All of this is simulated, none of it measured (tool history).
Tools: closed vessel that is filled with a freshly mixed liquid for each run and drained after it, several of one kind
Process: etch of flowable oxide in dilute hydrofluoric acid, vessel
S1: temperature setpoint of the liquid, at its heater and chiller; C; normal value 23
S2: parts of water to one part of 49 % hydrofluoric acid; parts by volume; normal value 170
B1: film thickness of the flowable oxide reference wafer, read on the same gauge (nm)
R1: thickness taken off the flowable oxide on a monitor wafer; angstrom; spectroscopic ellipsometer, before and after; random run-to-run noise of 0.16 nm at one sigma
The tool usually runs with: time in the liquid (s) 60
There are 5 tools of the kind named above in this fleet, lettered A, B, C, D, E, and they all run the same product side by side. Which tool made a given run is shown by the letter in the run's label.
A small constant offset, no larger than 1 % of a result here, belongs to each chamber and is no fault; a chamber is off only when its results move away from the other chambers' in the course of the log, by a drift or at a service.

{"run": "1D", "day": 0.308, "S1": 23, "S2": 170, "time in the liquid (s)": 60, "B1": 150.03, "R1": 180.39}
{"run": "2B", "day": 0.617, "S1": 23, "S2": 170, "time in the liquid (s)": 60, "B1": 149.99, "R1": 180.56}
{"run": "3C", "day": 0.808, "S1": 23, "S2": 170, "time in the liquid (s)": 60, "B1": 150, "R1": 179.2}
{"run": "4E", "day": 1.05, "S1": 23, "S2": 170, "time in the liquid (s)": 60, "B1": 150.01, "R1": 178.3}
{"run": "5A", "day": 1.217, "S1": 23, "S2": 170, "time in the liquid (s)": 60, "B1": 149.97, "R1": 180.77}
{"day": 1.296, "done": "chamber C: hydrofluoric acid flow meter replaced"}
{"run": "6A", "day": 1.442, "S1": 23, "S2": 250, "time in the liquid (s)": 60, "B1": 149.97, "R1": 113.26}
{"run": "7E", "day": 1.75, "S1": 23, "S2": 250, "time in the liquid (s)": 60, "B1": 150.01, "R1": 111.7}
{"run": "8D", "day": 2.025, "S1": 23, "S2": 250, "time in the liquid (s)": 60, "B1": 149.98, "R1": 110.22}
{"run": "9B", "day": 2.292, "S1": 23, "S2": 250, "time in the liquid (s)": 60, "B1": 150.04, "R1": 113.09}
{"run": "10C", "day": 2.433, "S1": 23, "S2": 250, "time in the liquid (s)": 60, "B1": 149.96, "R1": 111.97}
{"run": "11D", "day": 2.683, "S1": 23, "S2": 170, "time in the liquid (s)": 60, "B1": 150.01, "R1": 176.79}
{"run": "12C", "day": 2.933, "S1": 23, "S2": 170, "time in the liquid (s)": 60, "B1": 150.03, "R1": 181.77}
{"run": "13B", "day": 3.133, "S1": 23, "S2": 170, "time in the liquid (s)": 60, "B1": 150, "R1": 181.62}
{"run": "14E", "day": 3.4, "S1": 23, "S2": 170, "time in the liquid (s)": 60, "B1": 149.98, "R1": 180.08}
{"run": "15A", "day": 3.658, "S1": 23, "S2": 170, "time in the liquid (s)": 60, "B1": 150.01, "R1": 179.91}
{"run": "16B", "day": 3.867, "S1": 23, "S2": 170, "time in the liquid (s)": 60, "B1": 149.99, "R1": 183.79}
{"run": "17C", "day": 4.117, "S1": 23, "S2": 170, "time in the liquid (s)": 60, "B1": 149.99, "R1": 179.93}
{"run": "18D", "day": 4.346, "S1": 23, "S2": 170, "time in the liquid (s)": 60, "B1": 149.98, "R1": 178.84}
{"run": "19E", "day": 4.642, "S1": 23, "S2": 170, "time in the liquid (s)": 60, "B1": 150.05, "R1": 182.57}
{"run": "20A", "day": 4.942, "S1": 23, "S2": 170, "time in the liquid (s)": 60, "B1": 149.98, "R1": 179.12}
{"run": "21A", "day": 5.192, "S1": 27.5, "S2": 200, "time in the liquid (s)": 60, "B1": 149.98, "R1": 173.17}
{"run": "22E", "day": 5.412, "S1": 27.5, "S2": 200, "time in the liquid (s)": 60, "B1": 150.01, "R1": 174.57}
{"run": "23C", "day": 5.654, "S1": 27.5, "S2": 200, "time in the liquid (s)": 60, "B1": 149.99, "R1": 173.54}
{"run": "24D", "day": 5.879, "S1": 27.5, "S2": 200, "time in the liquid (s)": 60, "B1": 149.99, "R1": 173.62}
{"run": "25B", "day": 6.062, "S1": 27.5, "S2": 200, "time in the liquid (s)": 60, "B1": 149.96, "R1": 174.8}
{"run": "26D", "day": 6.379, "S1": 23, "S2": 170, "time in the liquid (s)": 60, "B1": 150, "R1": 180.07}
{"run": "27A", "day": 6.612, "S1": 23, "S2": 170, "time in the liquid (s)": 60, "B1": 149.96, "R1": 178.87}
{"run": "28C", "day": 6.871, "S1": 23, "S2": 170, "time in the liquid (s)": 60, "B1": 149.97, "R1": 178.54}
{"run": "29E", "day": 7.158, "S1": 23, "S2": 170, "time in the liquid (s)": 60, "B1": 149.99, "R1": 181.04}
{"run": "30B", "day": 7.338, "S1": 23, "S2": 170, "time in the liquid (s)": 60, "B1": 149.99, "R1": 180.39}
{"run": "31B", "day": 7.5, "S1": 23, "S2": 170, "time in the liquid (s)": 85, "B1": 150, "R1": 253.95}
{"run": "32A", "day": 7.758, "S1": 23, "S2": 170, "time in the liquid (s)": 85, "B1": 149.98, "R1": 255.69}
{"run": "33E", "day": 7.942, "S1": 23, "S2": 170, "time in the liquid (s)": 85, "B1": 150.02, "R1": 253.89}
{"run": "34C", "day": 8.258, "S1": 23, "S2": 170, "time in the liquid (s)": 85, "B1": 149.95, "R1": 259.54}
{"run": "35D", "day": 8.404, "S1": 23, "S2": 170, "time in the liquid (s)": 85, "B1": 150.01, "R1": 253.34}
{"run": "36E", "day": 8.617, "S1": 23, "S2": 170, "time in the liquid (s)": 60, "B1": 150.01, "R1": 179.86}
{"run": "37A", "day": 8.762, "S1": 23, "S2": 170, "time in the liquid (s)": 60, "B1": 150.03, "R1": 178.36}
{"run": "38C", "day": 9.025, "S1": 23, "S2": 170, "time in the liquid (s)": 60, "B1": 150.02, "R1": 178.42}
{"run": "39B", "day": 9.171, "S1": 23, "S2": 170, "time in the liquid (s)": 60, "B1": 150.03, "R1": 179.64}
{"run": "40D", "day": 9.375, "S1": 23, "S2": 170, "time in the liquid (s)": 60, "B1": 150.03, "R1": 179.08}
{"run": "41A", "day": 9.646, "S1": 23, "S2": 170, "time in the liquid (s)": 60, "B1": 150.05, "R1": 179.7}
{"run": "42D", "day": 9.829, "S1": 23, "S2": 170, "time in the liquid (s)": 40, "B1": 150.03, "R1": 118.02}

Does one chamber stand apart from the rest, does the shared gauge drift, or is all well apart from small per-chamber offsets? Give the chamber and the most likely cause, where there is one.

The fleet is healthy, with each chamber sitting at its usual small offset and no drift in the gauge.
